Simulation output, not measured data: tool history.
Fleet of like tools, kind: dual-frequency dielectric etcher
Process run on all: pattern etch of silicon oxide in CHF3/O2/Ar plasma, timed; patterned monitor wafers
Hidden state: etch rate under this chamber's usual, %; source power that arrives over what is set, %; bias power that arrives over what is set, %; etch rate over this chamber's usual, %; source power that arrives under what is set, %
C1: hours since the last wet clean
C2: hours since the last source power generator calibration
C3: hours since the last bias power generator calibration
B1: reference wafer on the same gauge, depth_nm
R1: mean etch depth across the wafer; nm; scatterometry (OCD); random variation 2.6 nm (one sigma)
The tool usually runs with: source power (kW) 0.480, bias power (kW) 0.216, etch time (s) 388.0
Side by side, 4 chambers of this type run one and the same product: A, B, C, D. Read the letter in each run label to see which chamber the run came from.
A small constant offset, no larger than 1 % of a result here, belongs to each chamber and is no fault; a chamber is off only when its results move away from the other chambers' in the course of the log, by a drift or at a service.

{"run": "1D", "hour": 6.9, "source power (kW)": 0.48, "bias power (kW)": 0.216, "etch time (s)": 388.0, "C1": 41.9, "C2": 306.1, "C3": 764.2, "B1": 845.14, "R1": 751.86}
{"run": "2A", "hour": 14.6, "source power (kW)": 0.48, "bias power (kW)": 0.216, "etch time (s)": 388.0, "C1": 313.6, "C2": 3730.6, "C3": 2389.6, "B1": 845.53, "R1": 747.89}
{"run": "3B", "hour": 24.4, "source power (kW)": 0.48, "bias power (kW)": 0.216, "etch time (s)": 388.0, "C1": 358.3, "C2": 1775.0, "C3": 3994.1, "B1": 845.85, "R1": 759.45}
{"hour": 25.1, "done": "chamber A: wet clean of the chamber"}
{"run": "4C", "hour": 30.0, "source power (kW)": 0.48, "bias power (kW)": 0.216, "etch time (s)": 388.0, "C1": 320.2, "C2": 1902.7, "C3": 1115.9, "B1": 843.96, "R1": 750.26}
{"run": "5A", "hour": 38.9, "source power (kW)": 0.48, "bias power (kW)": 0.216, "etch time (s)": 388.0, "C1": 13.8, "C2": 3754.9, "C3": 2413.9, "B1": 845.39, "R1": 754.94}
{"run": "6B", "hour": 45.6, "source power (kW)": 0.48, "bias power (kW)": 0.216, "etch time (s)": 388.0, "C1": 379.5, "C2": 1796.2, "C3": 4015.3, "B1": 844.75, "R1": 759.93}
{"run": "7C", "hour": 54.8, "source power (kW)": 0.48, "bias power (kW)": 0.216, "etch time (s)": 388.0, "C1": 345.0, "C2": 1927.5, "C3": 1140.7, "B1": 845.11, "R1": 751.66}
{"run": "8D", "hour": 63.9, "source power (kW)": 0.48, "bias power (kW)": 0.216, "etch time (s)": 388.0, "C1": 98.9, "C2": 363.1, "C3": 821.2, "B1": 845.09, "R1": 749.35}
{"run": "9A", "hour": 69.5, "source power (kW)": 0.48, "bias power (kW)": 0.216, "etch time (s)": 388.0, "C1": 44.4, "C2": 3785.5, "C3": 2444.5, "B1": 844.36, "R1": 756.5}
{"run": "10B", "hour": 75.4, "source power (kW)": 0.48, "bias power (kW)": 0.216, "etch time (s)": 388.0, "C1": 409.3, "C2": 1826.0, "C3": 4045.1, "B1": 845.06, "R1": 761.3}
{"run": "11C", "hour": 83.2, "source power (kW)": 0.58, "bias power (kW)": 0.216, "etch time (s)": 388.0, "C1": 373.4, "C2": 1955.9, "C3": 1169.1, "B1": 844.75, "R1": 803.79}
{"run": "12D", "hour": 89.5, "source power (kW)": 0.58, "bias power (kW)": 0.216, "etch time (s)": 388.0, "C1": 124.5, "C2": 388.7, "C3": 846.8, "B1": 845.49, "R1": 805.07}
{"run": "13B", "hour": 95.4, "source power (kW)": 0.58, "bias power (kW)": 0.216, "etch time (s)": 388.0, "C1": 429.3, "C2": 1846.0, "C3": 4065.1, "B1": 844.67, "R1": 820.4}
{"run": "14C", "hour": 105.5, "source power (kW)": 0.58, "bias power (kW)": 0.216, "etch time (s)": 388.0, "C1": 395.7, "C2": 1978.2, "C3": 1191.4, "B1": 844.7, "R1": 806.49}
{"run": "15D", "hour": 110.5, "source power (kW)": 0.48, "bias power (kW)": 0.216, "etch time (s)": 388.0, "C1": 145.5, "C2": 409.7, "C3": 867.8, "B1": 845.02, "R1": 754.9}
{"run": "16A", "hour": 116.5, "source power (kW)": 0.55, "bias power (kW)": 0.216, "etch time (s)": 388.0, "C1": 91.4, "C2": 3832.5, "C3": 2491.5, "B1": 844.07, "R1": 797.96}
{"run": "17C", "hour": 124.6, "source power (kW)": 0.55, "bias power (kW)": 0.216, "etch time (s)": 388.0, "C1": 414.8, "C2": 1997.3, "C3": 1210.5, "B1": 845.38, "R1": 786.25}
{"run": "18A", "hour": 132.2, "source power (kW)": 0.55, "bias power (kW)": 0.216, "etch time (s)": 388.0, "C1": 107.1, "C2": 3848.2, "C3": 2507.2, "B1": 845.44, "R1": 792.17}
{"run": "19D", "hour": 141.2, "source power (kW)": 0.55, "bias power (kW)": 0.216, "etch time (s)": 388.0, "C1": 176.2, "C2": 440.4, "C3": 898.5, "B1": 845.31, "R1": 790.5}
{"run": "20B", "hour": 146.9, "source power (kW)": 0.48, "bias power (kW)": 0.216, "etch time (s)": 388.0, "C1": 480.8, "C2": 1897.5, "C3": 4116.6, "B1": 844.83, "R1": 773.01}
{"run": "21B", "hour": 153.3, "source power (kW)": 0.48, "bias power (kW)": 0.216, "etch time (s)": 388.0, "C1": 487.2, "C2": 1903.9, "C3": 4123.0, "B1": 845.27, "R1": 778.66}
{"run": "22A", "hour": 159.2, "source power (kW)": 0.48, "bias power (kW)": 0.216, "etch time (s)": 388.0, "C1": 134.1, "C2": 3875.2, "C3": 2534.2, "B1": 845.51, "R1": 755.21}
{"run": "23C", "hour": 169.0, "source power (kW)": 0.48, "bias power (kW)": 0.216, "etch time (s)": 388.0, "C1": 459.2, "C2": 2041.7, "C3": 1254.9, "B1": 843.95, "R1": 752.03}
{"run": "24D", "hour": 175.5, "source power (kW)": 0.48, "bias power (kW)": 0.216, "etch time (s)": 388.0, "C1": 210.5, "C2": 474.7, "C3": 932.8, "B1": 845.14, "R1": 749.5}
{"run": "25A", "hour": 184.9, "source power (kW)": 0.48, "bias power (kW)": 0.216, "etch time (s)": 388.0, "C1": 159.8, "C2": 3900.9, "C3": 2559.9, "B1": 845.38, "R1": 755.48}
{"run": "26B", "hour": 191.6, "source power (kW)": 0.48, "bias power (kW)": 0.216, "etch time (s)": 278.5, "C1": 525.5, "C2": 1942.2, "C3": 4161.3, "B1": 844.72, "R1": 566.82}
{"run": "27C", "hour": 197.9, "source power (kW)": 0.48, "bias power (kW)": 0.216, "etch time (s)": 278.5, "C1": 488.1, "C2": 2070.6, "C3": 1283.8, "B1": 845.47, "R1": 539.97}
{"run": "28D", "hour": 207.4, "source power (kW)": 0.48, "bias power (kW)": 0.216, "etch time (s)": 278.5, "C1": 242.4, "C2": 506.6, "C3": 964.7, "B1": 843.86, "R1": 538.8}
{"run": "29B", "hour": 213.3, "source power (kW)": 0.48, "bias power (kW)": 0.216, "etch time (s)": 278.5, "C1": 547.2, "C2": 1963.9, "C3": 4183.0, "B1": 845.66, "R1": 564.36}
{"run": "30D", "hour": 219.6, "source power (kW)": 0.53, "bias power (kW)": 0.216, "etch time (s)": 311.0, "C1": 254.6, "C2": 518.8, "C3": 976.9, "B1": 845.58, "R1": 625.15}
{"run": "31C", "hour": 224.4, "source power (kW)": 0.53, "bias power (kW)": 0.216, "etch time (s)": 311.0, "C1": 514.6, "C2": 2097.1, "C3": 1310.3, "B1": 845.43, "R1": 621.94}
{"run": "32A", "hour": 230.2, "source power (kW)": 0.53, "bias power (kW)": 0.216, "etch time (s)": 311.0, "C1": 205.1, "C2": 3946.2, "C3": 2605.2, "B1": 845.1, "R1": 625.69}
{"run": "33D", "hour": 237.5, "source power (kW)": 0.53, "bias power (kW)": 0.216, "etch time (s)": 311.0, "C1": 272.5, "C2": 536.7, "C3": 994.8, "B1": 845.27, "R1": 627.17}

For the next run the whole fleet of 4 chambers uses the same settings. Give each chamber's results:
{"run": "34A", "hour": 245.2, "source power (kW)": 0.36, "bias power (kW)": 0.216, "etch time (s)": 388.0, "R1": "?"}
{"run": "34B", "hour": 245.2, "source power (kW)": 0.36, "bias power (kW)": 0.216, "etch time (s)": 388.0, "R1": "?"}
{"run": "34C", "hour": 245.2, "source power (kW)": 0.36, "bias power (kW)": 0.216, "etch time (s)": 388.0, "R1": "?"}
{"run": "34D", "hour": 245.2, "source power (kW)": 0.36, "bias power (kW)": 0.216, "etch time (s)": 388.0, "R1": "?"}

run=34A R1=676.33
run=34B R1=709.74
run=34C R1=671.76
run=34D R1=673.24
